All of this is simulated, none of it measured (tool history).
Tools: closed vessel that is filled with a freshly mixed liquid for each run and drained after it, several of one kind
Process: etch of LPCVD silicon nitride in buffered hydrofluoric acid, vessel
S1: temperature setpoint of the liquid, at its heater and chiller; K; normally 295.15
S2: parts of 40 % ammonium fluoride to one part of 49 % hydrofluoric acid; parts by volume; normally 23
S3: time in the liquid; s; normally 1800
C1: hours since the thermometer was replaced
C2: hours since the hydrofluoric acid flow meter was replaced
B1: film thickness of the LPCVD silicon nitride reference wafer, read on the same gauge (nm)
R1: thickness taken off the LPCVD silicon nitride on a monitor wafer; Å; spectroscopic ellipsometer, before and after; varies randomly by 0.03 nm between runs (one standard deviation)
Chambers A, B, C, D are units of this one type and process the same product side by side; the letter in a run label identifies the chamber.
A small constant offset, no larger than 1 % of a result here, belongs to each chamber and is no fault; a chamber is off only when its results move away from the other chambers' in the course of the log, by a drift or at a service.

run 1D hour=5.9 | S1=295.15 S2=23 S3=1800 | C1=220.6 C2=1213.3 | B1=150.03 | R1=94.213
run 2B hour=16.8 | S1=295.15 S2=23 S3=1800 | C1=2035.0 C2=771.7 | B1=150.02 | R1=95.446
run 3C hour=28.1 | S1=295.15 S2=23 S3=1800 | C1=708.7 C2=407.7 | B1=150.00 | R1=94.688
run 4A hour=33.9 | S1=295.15 S2=23 S3=1800 | C1=1318.5 C2=355.0 | B1=150.01 | R1=94.575
run 5A hour=41.2 | S1=295.15 S2=23 S3=1800 | C1=1325.8 C2=362.3 | B1=149.97 | R1=95.314
run 6D hour=50.3 | S1=295.15 S2=23 S3=1800 | C1=265.0 C2=1257.7 | B1=150.01 | R1=94.432
run 7C hour=58.5 | S1=295.15 S2=23 S3=1800 | C1=739.1 C2=438.1 | B1=150.01 | R1=94.706
run 8B hour=68.0 | S1=295.15 S2=23 S3=1800 | C1=2086.2 C2=822.9 | B1=150.05 | R1=94.825
run 9A hour=76.6 | S1=295.15 S2=23 S3=1800 | C1=1361.2 C2=397.7 | B1=149.98 | R1=94.043
run 10C hour=82.7 | S1=295.15 S2=23 S3=1800 | C1=763.3 C2=462.3 | B1=150.04 | R1=95.184
run 11B hour=92.5 | S1=295.15 S2=23 S3=1800 | C1=2110.7 C2=847.4 | B1=149.96 | R1=95.490
run 12D hour=99.3 | S1=295.15 S2=23 S3=1800 | C1=314.0 C2=1306.7 | B1=150.01 | R1=94.727
run 13A hour=106.9 | S1=295.15 S2=23 S3=1800 | C1=1391.5 C2=428.0 | B1=149.96 | R1=94.488
run 14B hour=114.1 | S1=295.15 S2=23 S3=1800 | C1=2132.3 C2=869.0 | B1=149.96 | R1=95.402
run 15D hour=123.0 | S1=295.15 S2=30 S3=1800 | C1=337.7 C2=1330.4 | B1=150.01 | R1=78.873
run 16C hour=130.6 | S1=295.15 S2=30 S3=1800 | C1=811.2 C2=510.2 | B1=150.02 | R1=78.952
run 17A hour=141.3 | S1=295.15 S2=30 S3=1800 | C1=1425.9 C2=462.4 | B1=149.99 | R1=77.670
run 18D hour=148.2 | S1=295.15 S2=30 S3=1800 | C1=362.9 C2=1355.6 | B1=149.97 | R1=78.322
run 19B hour=157.3 | S1=295.15 S2=23 S3=1800 | C1=2175.5 C2=912.2 | B1=150.06 | R1=94.939
run 20C hour=163.8 | S1=295.15 S2=23 S3=1800 | C1=844.4 C2=543.4 | B1=150.01 | R1=94.424
run 21D hour=171.2 | S1=295.15 S2=23 S3=1800 | C1=385.9 C2=1378.6 | B1=150.05 | R1=94.476
run 22C hour=182.3 | S1=295.15 S2=23 S3=1800 | C1=862.9 C2=561.9 | B1=149.98 | R1=95.229
run 23A hour=193.4 | S1=295.15 S2=23 S3=1800 | C1=1478.0 C2=514.5 | B1=149.98 | R1=92.533
run 24B hour=202.6 | S1=295.15 S2=23 S3=1800 | C1=2220.8 C2=957.5 | B1=149.97 | R1=95.150
run 25D hour=213.3 | S1=295.15 S2=23 S3=1800 | C1=428.0 C2=1420.7 | B1=149.99 | R1=93.975
run 26A hour=218.4 | S1=295.15 S2=23 S3=1800 | C1=1503.0 C2=539.5 | B1=150.00 | R1=92.600
run 27B hour=229.0 | S1=295.15 S2=23 S3=1800 | C1=2247.2 C2=983.9 | B1=150.01 | R1=95.012
run 28C hour=240.5 | S1=295.15 S2=23 S3=1800 | C1=921.1 C2=620.1 | B1=150.01 | R1=94.191
run 29A hour=249.5 | S1=295.15 S2=23 S3=1800 | C1=1534.1 C2=570.6 | B1=150.01 | R1=92.183
run 30B hour=260.4 | S1=295.15 S2=23 S3=1800 | C1=2278.6 C2=1015.3 | B1=150.01 | R1=95.139
run 31D hour=269.5 | S1=295.15 S2=23 S3=1800 | C1=484.2 C2=1476.9 | B1=150.01 | R1=93.797
run 32C hour=277.3 | S1=295.15 S2=23 S3=1800 | C1=957.9 C2=656.9 | B1=150.03 | R1=94.952
-- hour=279.0 chamber C: hydrofluoric acid flow meter replaced
run 33C hour=286.5 | S1=295.15 S2=23 S3=1800 | C1=967.1 C2=7.6 | B1=150.00 | R1=94.407
run 34D hour=297.8 | S1=295.15 S2=23 S3=1800 | C1=512.5 C2=1505.2 | B1=149.96 | R1=94.489
run 35A hour=309.0 | S1=295.15 S2=23 S3=1800 | C1=1593.6 C2=630.1 | B1=150.02 | R1=91.908

What goes on in this fleet: one chamber off, a drifting gauge, or nothing beyond the chambers' own small offsets? Name the chamber and the cause, if any.

It is chamber A that slowly wanders off from its peers.
Most likely cause: hydrofluoric acid flow below the setpoint (%) = 5.31.
From this log alone, it may not be told apart from: liquid colder than its thermometer reads (K).

Which of the 4 candidates below, each the usual settings with something changed and its results left as question marks, puts chamber A back in line with what the other chambers give on the usual settings?
In line here means within this much of the mean the other chambers give on the usual settings: R1 1.100 Å
run 36A-1 hour=317.2 | S1=295.15 S2=23.5 S3=1700 | R1=?
run 36A-2 hour=317.2 | S1=295.15 S2=22.5 S3=1905 | R1=?
run 36A-3 hour=317.2 | S1=295.15 S2=23.0 S3=1855 | R1=?
run 36A-4 hour=317.2 | S1=295.15 S2=23.0 S3=1745 | R1=?

The other chambers' mean on the usual settings: R1 94.757 Å
run=36A-1 R1=85.104
run=36A-2 R1=98.284
run=36A-3 R1=94.259
run=36A-4 R1=88.670
The answer is 36A-3, which returns the chamber to within the allowed miss of the others.
